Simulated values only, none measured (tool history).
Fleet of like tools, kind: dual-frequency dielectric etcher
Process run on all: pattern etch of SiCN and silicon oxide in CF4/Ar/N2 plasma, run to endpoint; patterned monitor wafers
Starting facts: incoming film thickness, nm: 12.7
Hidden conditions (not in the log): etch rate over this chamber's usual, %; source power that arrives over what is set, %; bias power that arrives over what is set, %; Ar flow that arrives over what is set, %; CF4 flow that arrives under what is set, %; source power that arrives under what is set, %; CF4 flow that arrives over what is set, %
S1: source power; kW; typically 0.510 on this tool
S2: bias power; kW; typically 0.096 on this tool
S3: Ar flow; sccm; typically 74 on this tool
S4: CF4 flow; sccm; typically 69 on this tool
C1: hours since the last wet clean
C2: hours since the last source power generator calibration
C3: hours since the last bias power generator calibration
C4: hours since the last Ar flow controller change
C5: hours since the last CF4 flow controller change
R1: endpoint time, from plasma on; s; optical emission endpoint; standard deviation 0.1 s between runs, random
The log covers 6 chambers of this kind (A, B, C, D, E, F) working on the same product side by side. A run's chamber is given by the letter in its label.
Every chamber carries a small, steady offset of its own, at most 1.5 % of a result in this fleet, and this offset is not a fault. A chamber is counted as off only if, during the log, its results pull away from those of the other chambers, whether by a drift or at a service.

| run | hour | S1 | S2 | S3 | S4 | C1 | C2 | C3 | C4 | C5 | R1 |
|---|---|---|---|---|---|---|---|---|---|---|---|
| 1E | 3.5 | 0.510 | 0.096 | 74 | 69 | 502.9 | 268.5 | 1772.2 | 705.6 | 1041.4 | 11.305 |
| 2B | 7.1 | 0.510 | 0.096 | 74 | 69 | 216.7 | 791.5 | 1570.8 | 1778.6 | 2799.1 | 11.551 |
| 3A | 10.6 | 0.510 | 0.096 | 74 | 69 | 221.5 | 1553.3 | 1532.8 | 1704.0 | 476.9 | 11.344 |
| 4F | 13.8 | 0.510 | 0.096 | 74 | 69 | 407.9 | 1802.1 | 3943.0 | 876.6 | 3418.0 | 11.469 |
|  | 15.4 | chamber E: wet clean of the chamber |
|  | 16.0 | chamber F: wet clean of the chamber |
| 5C | 18.1 | 0.510 | 0.096 | 74 | 69 | 534.9 | 588.0 | 1293.1 | 1967.8 | 4062.9 | 11.568 |
| 6D | 22.9 | 0.510 | 0.096 | 74 | 69 | 261.2 | 1875.3 | 991.9 | 2122.7 | 381.6 | 11.247 |
| 7A | 26.9 | 0.510 | 0.096 | 74 | 69 | 237.8 | 1569.6 | 1549.1 | 1720.3 | 493.2 | 11.269 |
| 8D | 30.9 | 0.510 | 0.105 | 74 | 69 | 269.2 | 1883.3 | 999.9 | 2130.7 | 389.6 | 11.226 |
| 9F | 34.9 | 0.510 | 0.105 | 74 | 69 | 18.9 | 1823.2 | 3964.1 | 897.7 | 3439.1 | 11.031 |
| 10C | 39.1 | 0.510 | 0.105 | 74 | 69 | 555.9 | 609.0 | 1314.1 | 1988.8 | 4083.9 | 10.993 |
| 11E | 43.9 | 0.510 | 0.105 | 74 | 69 | 28.6 | 308.9 | 1812.6 | 746.0 | 1081.8 | 11.104 |
| 12B | 46.7 | 0.510 | 0.105 | 74 | 69 | 256.3 | 831.1 | 1610.4 | 1818.2 | 2838.7 | 11.263 |
| 13F | 50.1 | 0.510 | 0.105 | 74 | 69 | 34.1 | 1838.4 | 3979.3 | 912.9 | 3454.3 | 11.085 |
| 14A | 54.5 | 0.510 | 0.096 | 74 | 69 | 265.4 | 1597.2 | 1576.7 | 1747.9 | 520.8 | 11.507 |
| 15C | 58.6 | 0.510 | 0.096 | 74 | 69 | 575.4 | 628.5 | 1333.6 | 2008.3 | 4103.4 | 11.538 |
| 16E | 60.8 | 0.510 | 0.096 | 74 | 69 | 45.5 | 325.8 | 1829.5 | 762.9 | 1098.7 | 11.213 |
| 17B | 64.6 | 0.510 | 0.096 | 74 | 69 | 274.2 | 849.0 | 1628.3 | 1836.1 | 2856.6 | 11.510 |
| 18D | 67.0 | 0.510 | 0.096 | 74 | 69 | 305.3 | 1919.4 | 1036.0 | 2166.8 | 425.7 | 11.437 |
| 19E | 71.6 | 0.510 | 0.096 | 74 | 69 | 56.3 | 336.6 | 1840.3 | 773.7 | 1109.5 | 11.354 |
| 20A | 73.8 | 0.510 | 0.096 | 74 | 69 | 284.7 | 1616.5 | 1596.0 | 1767.2 | 540.1 | 11.430 |
| 21C | 76.2 | 0.510 | 0.096 | 74 | 69 | 593.0 | 646.1 | 1351.2 | 2025.9 | 4121.0 | 11.428 |
| 22D | 79.9 | 0.510 | 0.096 | 74 | 69 | 318.2 | 1932.3 | 1048.9 | 2179.7 | 438.6 | 11.579 |
| 23F | 83.4 | 0.510 | 0.096 | 74 | 69 | 67.4 | 1871.7 | 4012.6 | 946.2 | 3487.6 | 11.585 |
| 24B | 87.1 | 0.510 | 0.096 | 74 | 69 | 296.7 | 871.5 | 1650.8 | 1858.6 | 2879.1 | 11.442 |
| 25F | 90.6 | 0.510 | 0.119 | 74 | 77 | 74.6 | 1878.9 | 4019.8 | 953.4 | 3494.8 | 10.449 |
| 26D | 94.5 | 0.510 | 0.119 | 74 | 77 | 332.8 | 1946.9 | 1063.5 | 2194.3 | 453.2 | 10.549 |
| 27B | 96.9 | 0.510 | 0.119 | 74 | 77 | 306.5 | 881.3 | 1660.6 | 1868.4 | 2888.9 | 10.445 |
| 28A | 100.6 | 0.510 | 0.119 | 74 | 77 | 311.5 | 1643.3 | 1622.8 | 1794.0 | 566.9 | 10.723 |
| 29E | 105.4 | 0.510 | 0.119 | 74 | 77 | 90.1 | 370.4 | 1874.1 | 807.5 | 1143.3 | 10.631 |
| 30C | 108.0 | 0.510 | 0.119 | 74 | 77 | 624.8 | 677.9 | 1383.0 | 2057.7 | 4152.8 | 10.546 |
| 31F | 112.2 | 0.510 | 0.096 | 74 | 69 | 96.2 | 1900.5 | 4041.4 | 975.0 | 3516.4 | 11.473 |
| 32E | 116.5 | 0.510 | 0.096 | 74 | 69 | 101.2 | 381.5 | 1885.2 | 818.6 | 1154.4 | 11.323 |
| 33B | 119.6 | 0.510 | 0.096 | 74 | 69 | 329.2 | 904.0 | 1683.3 | 1891.1 | 2911.6 | 11.539 |
| 34D | 122.0 | 0.510 | 0.096 | 74 | 69 | 360.3 | 1974.4 | 1091.0 | 2221.8 | 480.7 | 11.321 |
| 35C | 124.2 | 0.510 | 0.096 | 74 | 69 | 641.0 | 694.1 | 1399.2 | 2073.9 | 4169.0 | 11.412 |
| 36A | 127.8 | 0.510 | 0.096 | 74 | 69 | 338.7 | 1670.5 | 1650.0 | 1821.2 | 594.1 | 11.770 |
| 37A | 130.4 | 0.510 | 0.096 | 74 | 69 | 341.3 | 1673.1 | 1652.6 | 1823.8 | 596.7 | 11.540 |
| 38E | 134.9 | 0.510 | 0.096 | 74 | 69 | 119.6 | 399.9 | 1903.6 | 837.0 | 1172.8 | 11.480 |

For the next run the whole fleet of 6 chambers uses the same settings. Give each chamber's results:
| 39A | 138.5 | 0.510 | 0.096 | 74 | 78 |  |  |  |  |  | ? |
| 39B | 138.5 | 0.510 | 0.096 | 74 | 78 |  |  |  |  |  | ? |
| 39C | 138.5 | 0.510 | 0.096 | 74 | 78 |  |  |  |  |  | ? |
| 39D | 138.5 | 0.510 | 0.096 | 74 | 78 |  |  |  |  |  | ? |
| 39E | 138.5 | 0.510 | 0.096 | 74 | 78 |  |  |  |  |  | ? |
| 39F | 138.5 | 0.510 | 0.096 | 74 | 78 |  |  |  |  |  | ? |

| run | R1 |
|---|---|
| 39A | 11.363 |
| 39B | 11.410 |
| 39C | 11.303 |
| 39D | 11.403 |
| 39E | 11.262 |
| 39F | 11.384 |

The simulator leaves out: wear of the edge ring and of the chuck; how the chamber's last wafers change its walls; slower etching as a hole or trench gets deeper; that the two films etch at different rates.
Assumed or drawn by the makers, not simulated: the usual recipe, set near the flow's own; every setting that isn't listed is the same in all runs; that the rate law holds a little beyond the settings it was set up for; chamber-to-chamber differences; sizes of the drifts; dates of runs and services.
